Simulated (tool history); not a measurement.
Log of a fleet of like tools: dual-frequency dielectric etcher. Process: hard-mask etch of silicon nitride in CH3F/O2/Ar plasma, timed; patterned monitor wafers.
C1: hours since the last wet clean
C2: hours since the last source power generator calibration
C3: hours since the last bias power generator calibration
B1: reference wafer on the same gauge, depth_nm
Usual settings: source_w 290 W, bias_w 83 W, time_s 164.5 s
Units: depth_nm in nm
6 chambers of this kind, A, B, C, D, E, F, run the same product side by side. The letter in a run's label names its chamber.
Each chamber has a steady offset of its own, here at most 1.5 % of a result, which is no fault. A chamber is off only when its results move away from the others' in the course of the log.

{"run": "1C", "day": 0.154, "source_w": 290, "bias_w": 83, "time_s": 164.5, "C1": 543.4, "C2": 140.2, "C3": 230.2, "B1": 100.95, "depth_nm": 107.05}
{"run": "2F", "day": 0.392, "source_w": 290, "bias_w": 83, "time_s": 164.5, "C1": 100.9, "C2": 2507.1, "C3": 1317, "B1": 100.95, "depth_nm": 107.44}
{"run": "3A", "day": 0.688, "source_w": 290, "bias_w": 83, "time_s": 164.5, "C1": 82.5, "C2": 456.6, "C3": 2591.2, "B1": 100.94, "depth_nm": 108.56}
{"run": "4B", "day": 0.892, "source_w": 290, "bias_w": 83, "time_s": 164.5, "C1": 223.1, "C2": 2885.2, "C3": 524.1, "B1": 100.9, "depth_nm": 106.92}
{"run": "5D", "day": 1.042, "source_w": 290, "bias_w": 83, "time_s": 164.5, "C1": 37.5, "C2": 568.1, "C3": 362.7, "B1": 100.92, "depth_nm": 107.23}
{"run": "6E", "day": 1.246, "source_w": 290, "bias_w": 83, "time_s": 164.5, "C1": 177.2, "C2": 1216.9, "C3": 3240.3, "B1": 100.91, "depth_nm": 107.73}
{"run": "7A", "day": 1.462, "source_w": 260, "bias_w": 83, "time_s": 164.5, "C1": 101.1, "C2": 475.2, "C3": 2609.8, "B1": 100.89, "depth_nm": 104.1}
{"day": 1.508, "done": "chamber C: wet clean of the chamber"}
{"run": "8F", "day": 1.696, "source_w": 260, "bias_w": 83, "time_s": 164.5, "C1": 132.2, "C2": 2538.4, "C3": 1348.3, "B1": 100.88, "depth_nm": 103.57}
{"run": "9C", "day": 1.925, "source_w": 260, "bias_w": 83, "time_s": 164.5, "C1": 10, "C2": 182.7, "C3": 272.7, "B1": 100.85, "depth_nm": 102.3}
{"run": "10B", "day": 2.221, "source_w": 260, "bias_w": 83, "time_s": 164.5, "C1": 255, "C2": 2917.1, "C3": 556, "B1": 100.85, "depth_nm": 102.68}
{"run": "11E", "day": 2.358, "source_w": 260, "bias_w": 83, "time_s": 164.5, "C1": 203.9, "C2": 1243.6, "C3": 3267, "B1": 100.8, "depth_nm": 103.28}
{"run": "12D", "day": 2.542, "source_w": 260, "bias_w": 83, "time_s": 164.5, "C1": 73.5, "C2": 604.1, "C3": 398.7, "B1": 100.81, "depth_nm": 103.23}
{"run": "13C", "day": 2.796, "source_w": 290, "bias_w": 83, "time_s": 164.5, "C1": 30.9, "C2": 203.6, "C3": 293.6, "B1": 100.81, "depth_nm": 106.54}
{"run": "14B", "day": 2.942, "source_w": 290, "bias_w": 83, "time_s": 164.5, "C1": 272.3, "C2": 2934.4, "C3": 573.3, "B1": 100.74, "depth_nm": 106.86}
{"run": "15F", "day": 3.15, "source_w": 290, "bias_w": 83, "time_s": 164.5, "C1": 167.1, "C2": 2573.3, "C3": 1383.2, "B1": 100.69, "depth_nm": 107.27}
{"run": "16E", "day": 3.421, "source_w": 290, "bias_w": 83, "time_s": 164.5, "C1": 229.4, "C2": 1269.1, "C3": 3292.5, "B1": 100.69, "depth_nm": 107.22}
{"run": "17D", "day": 3.654, "source_w": 290, "bias_w": 83, "time_s": 164.5, "C1": 100.2, "C2": 630.8, "C3": 425.4, "B1": 100.71, "depth_nm": 107.09}
{"run": "18A", "day": 3.808, "source_w": 290, "bias_w": 83, "time_s": 164.5, "C1": 157.4, "C2": 531.5, "C3": 2666.1, "B1": 100.68, "depth_nm": 108.21}
{"run": "19D", "day": 4.038, "source_w": 290, "bias_w": 83, "time_s": 164.5, "C1": 109.4, "C2": 640, "C3": 434.6, "B1": 100.68, "depth_nm": 106.93}
{"run": "20A", "day": 4.312, "source_w": 290, "bias_w": 70, "time_s": 164.5, "C1": 169.5, "C2": 543.6, "C3": 2678.2, "B1": 100.67, "depth_nm": 102.05}
{"run": "21E", "day": 4.462, "source_w": 290, "bias_w": 70, "time_s": 164.5, "C1": 254.4, "C2": 1294.1, "C3": 3317.5, "B1": 100.61, "depth_nm": 100.92}
{"run": "22C", "day": 4.662, "source_w": 290, "bias_w": 70, "time_s": 164.5, "C1": 75.7, "C2": 248.4, "C3": 338.4, "B1": 100.59, "depth_nm": 100.34}
{"run": "23B", "day": 4.908, "source_w": 290, "bias_w": 70, "time_s": 164.5, "C1": 319.5, "C2": 2981.6, "C3": 620.5, "B1": 100.61, "depth_nm": 100.56}
{"run": "24F", "day": 5.188, "source_w": 290, "bias_w": 70, "time_s": 164.5, "C1": 216, "C2": 2622.2, "C3": 1432.1, "B1": 100.54, "depth_nm": 100.95}
{"run": "25F", "day": 5.375, "source_w": 290, "bias_w": 70, "time_s": 164.5, "C1": 220.5, "C2": 2626.7, "C3": 1436.6, "B1": 100.53, "depth_nm": 100.59}
{"run": "26A", "day": 5.612, "source_w": 290, "bias_w": 83, "time_s": 164.5, "C1": 200.7, "C2": 574.8, "C3": 2709.4, "B1": 100.49, "depth_nm": 108.04}
{"run": "27E", "day": 5.75, "source_w": 290, "bias_w": 83, "time_s": 164.5, "C1": 285.3, "C2": 1325, "C3": 3348.4, "B1": 100.56, "depth_nm": 107.07}
{"run": "28B", "day": 5.938, "source_w": 290, "bias_w": 83, "time_s": 164.5, "C1": 344.2, "C2": 3006.3, "C3": 645.2, "B1": 100.49, "depth_nm": 106.69}
{"run": "29D", "day": 6.167, "source_w": 290, "bias_w": 83, "time_s": 164.5, "C1": 160.5, "C2": 691.1, "C3": 485.7, "B1": 100.52, "depth_nm": 106.83}
{"run": "30C", "day": 6.458, "source_w": 290, "bias_w": 83, "time_s": 164.5, "C1": 118.8, "C2": 291.5, "C3": 381.5, "B1": 100.48, "depth_nm": 106.2}
{"run": "31F", "day": 6.588, "source_w": 290, "bias_w": 83, "time_s": 164.5, "C1": 249.6, "C2": 2655.8, "C3": 1465.7, "B1": 100.49, "depth_nm": 107.05}
{"run": "32C", "day": 6.738, "source_w": 290, "bias_w": 83, "time_s": 164.5, "C1": 125.5, "C2": 298.2, "C3": 388.2, "B1": 100.47, "depth_nm": 106.22}
{"run": "33B", "day": 6.929, "source_w": 290, "bias_w": 83, "time_s": 164.5, "C1": 368, "C2": 3030.1, "C3": 669, "B1": 100.36, "depth_nm": 106.88}
{"run": "34D", "day": 7.062, "source_w": 290, "bias_w": 74, "time_s": 203, "C1": 182, "C2": 712.6, "C3": 507.2, "B1": 100.42, "depth_nm": 126.69}
{"run": "35A", "day": 7.325, "source_w": 290, "bias_w": 74, "time_s": 203, "C1": 241.8, "C2": 615.9, "C3": 2750.5, "B1": 100.42, "depth_nm": 127.69}
{"run": "36E", "day": 7.558, "source_w": 290, "bias_w": 74, "time_s": 203, "C1": 328.7, "C2": 1368.4, "C3": 3391.8, "B1": 100.41, "depth_nm": 126.93}
{"run": "37D", "day": 7.833, "source_w": 290, "bias_w": 74, "time_s": 203, "C1": 200.5, "C2": 731.1, "C3": 525.7, "B1": 100.35, "depth_nm": 126.35}

What goes on in this fleet: one chamber off, a drifting gauge, or nothing beyond the chambers' own small offsets? Name the chamber and the cause, if any.

The gauge drifts, so all chambers seem to drift together. No chamber is off.
Cause: gauge reads low (%) = 0.657.

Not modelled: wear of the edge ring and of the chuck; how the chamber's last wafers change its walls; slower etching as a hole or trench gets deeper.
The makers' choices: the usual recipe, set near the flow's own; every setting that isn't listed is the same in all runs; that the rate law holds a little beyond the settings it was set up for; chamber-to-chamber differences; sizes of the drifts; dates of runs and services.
